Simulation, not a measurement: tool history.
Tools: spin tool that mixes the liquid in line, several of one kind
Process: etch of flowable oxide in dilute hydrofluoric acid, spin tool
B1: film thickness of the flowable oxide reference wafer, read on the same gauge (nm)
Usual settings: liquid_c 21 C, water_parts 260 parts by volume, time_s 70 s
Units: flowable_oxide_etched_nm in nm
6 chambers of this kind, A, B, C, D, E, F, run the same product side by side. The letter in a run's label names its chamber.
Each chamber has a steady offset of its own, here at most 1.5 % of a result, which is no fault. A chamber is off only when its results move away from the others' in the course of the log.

Run 1A, day 0.379: usual settings; B1 130.02. Result: flowable_oxide_etched_nm 9.3836 nm.
Run 2B, day 1.017: usual settings; B1 129.97. Result: flowable_oxide_etched_nm 9.4693 nm.
Run 3C, day 1.542: usual settings; B1 129.94. Result: flowable_oxide_etched_nm 9.4224 nm.
Run 4F, day 1.879: usual settings; B1 129.99. Result: flowable_oxide_etched_nm 9.5549 nm.
At day 2.462: chamber E: thermometer replaced.
Run 5D, day 2.479: usual settings; B1 130. Result: flowable_oxide_etched_nm 9.6891 nm.
Run 6E, day 2.992: usual settings; B1 130.01. Result: flowable_oxide_etched_nm 9.5524 nm.
Run 7B, day 3.65: usual settings; B1 129.96. Result: flowable_oxide_etched_nm 9.3065 nm.
Run 8E, day 3.992: usual settings; B1 130.03. Result: flowable_oxide_etched_nm 9.4151 nm.
Run 9A, day 4.65: usual settings; B1 130.01. Result: flowable_oxide_etched_nm 9.3041 nm.
Run 10D, day 5.125: usual settings; B1 130.03. Result: flowable_oxide_etched_nm 9.6221 nm.
At day 5.308: chamber F: thermometer replaced.
Run 11F, day 5.654: usual settings; B1 129.98. Result: flowable_oxide_etched_nm 9.3942 nm.
Run 12C, day 6.167: usual settings; B1 129.96. Result: flowable_oxide_etched_nm 9.4934 nm.
Run 13A, day 6.75: usual settings but liquid_c 18 C, time_s 85 s; B1 130.02. Result: flowable_oxide_etched_nm 10.17 nm.
Run 14D, day 7.329: usual settings but liquid_c 18 C, time_s 85 s; B1 130.01. Result: flowable_oxide_etched_nm 10.488 nm.
Run 15C, day 7.858: usual settings but liquid_c 18 C, time_s 85 s; B1 130.01. Result: flowable_oxide_etched_nm 10.219 nm.
Run 16E, day 8.262: usual settings but liquid_c 18 C, time_s 85 s; B1 129.99. Result: flowable_oxide_etched_nm 10.22 nm.
At day 8.625: chamber F: hydrofluoric acid flow meter replaced.
At day 8.629: chamber A: thermometer replaced.
Run 17F, day 8.683: usual settings but liquid_c 18 C, time_s 85 s; B1 129.99. Result: flowable_oxide_etched_nm 10.338 nm.
Run 18B, day 9.171: usual settings but liquid_c 18 C, time_s 85 s; B1 130.02. Result: flowable_oxide_etched_nm 10.202 nm.
Run 19F, day 9.533: usual settings; B1 130.02. Result: flowable_oxide_etched_nm 9.4867 nm.
Run 20A, day 9.833: usual settings; B1 129.94. Result: flowable_oxide_etched_nm 9.1954 nm.
Run 21C, day 10.212: usual settings; B1 129.94. Result: flowable_oxide_etched_nm 9.3228 nm.
Run 22D, day 10.546: usual settings; B1 129.98. Result: flowable_oxide_etched_nm 9.5899 nm.
Run 23B, day 11.008: usual settings; B1 130.02. Result: flowable_oxide_etched_nm 9.3269 nm.
Run 24E, day 11.596: usual settings; B1 130.02. Result: flowable_oxide_etched_nm 9.6164 nm.
At day 11.904: chamber A: hydrofluoric acid flow meter replaced.
Run 25A, day 12.096: usual settings; B1 130. Result: flowable_oxide_etched_nm 9.4009 nm.
Run 26E, day 12.412: usual settings but liquid_c 23.5 C, water_parts 320 parts by volume; B1 129.99. Result: flowable_oxide_etched_nm 7.939 nm.
Run 27D, day 12.929: usual settings but liquid_c 23.5 C, water_parts 320 parts by volume; B1 130.01. Result: flowable_oxide_etched_nm 8.0485 nm.
Run 28B, day 13.55: usual settings but liquid_c 23.5 C, water_parts 320 parts by volume; B1 129.95. Result: flowable_oxide_etched_nm 7.8568 nm.
Run 29C, day 14.129: usual settings but liquid_c 23.5 C, water_parts 320 parts by volume; B1 130.01. Result: flowable_oxide_etched_nm 7.9633 nm.
Run 30F, day 14.621: usual settings but liquid_c 23.5 C, water_parts 320 parts by volume; B1 130.01. Result: flowable_oxide_etched_nm 7.9839 nm.
At day 14.808: chamber E: hydrofluoric acid flow meter replaced.
Run 31B, day 14.992: usual settings but liquid_c 23.5 C, water_parts 320 parts by volume; B1 130. Result: flowable_oxide_etched_nm 7.8198 nm.
Run 32D, day 15.575: usual settings; B1 129.98. Result: flowable_oxide_etched_nm 9.7382 nm.
Run 33A, day 16.15: usual settings; B1 129.97. Result: flowable_oxide_etched_nm 9.426 nm.
Run 34C, day 16.575: usual settings but liquid_c 17.5 C; B1 129.99. Result: flowable_oxide_etched_nm 8.224 nm.
Run 35F, day 17.046: usual settings but liquid_c 17.5 C; B1 129.98. Result: flowable_oxide_etched_nm 8.1798 nm.
Run 36E, day 17.454: usual settings but liquid_c 17.5 C; B1 130.02. Result: flowable_oxide_etched_nm 8.2743 nm.
Run 37B, day 17.942: usual settings but liquid_c 17.5 C; B1 130.04. Result: flowable_oxide_etched_nm 8.261 nm.
Run 38E, day 18.408: usual settings but liquid_c 17.5 C; B1 129.99. Result: flowable_oxide_etched_nm 8.2102 nm.
Run 39D, day 18.733: usual settings but liquid_c 17.5 C; B1 130.06. Result: flowable_oxide_etched_nm 8.3234 nm.

All 6 chambers run these settings next. Forecast each chamber's results:
Run 40A, day 19.212: usual settings. Result: flowable_oxide_etched_nm ?.
Run 40B, day 19.212: usual settings. Result: flowable_oxide_etched_nm ?.
Run 40C, day 19.212: usual settings. Result: flowable_oxide_etched_nm ?.
Run 40D, day 19.212: usual settings. Result: flowable_oxide_etched_nm ?.
Run 40E, day 19.212: usual settings. Result: flowable_oxide_etched_nm ?.
Run 40F, day 19.212: usual settings. Result: flowable_oxide_etched_nm ?.

run  flowable_oxide_etched_nm
40A                    9.4284
40B                    9.3008
40C                    9.4663
40D                    9.4301
40E                    9.3936
40F                    9.5611

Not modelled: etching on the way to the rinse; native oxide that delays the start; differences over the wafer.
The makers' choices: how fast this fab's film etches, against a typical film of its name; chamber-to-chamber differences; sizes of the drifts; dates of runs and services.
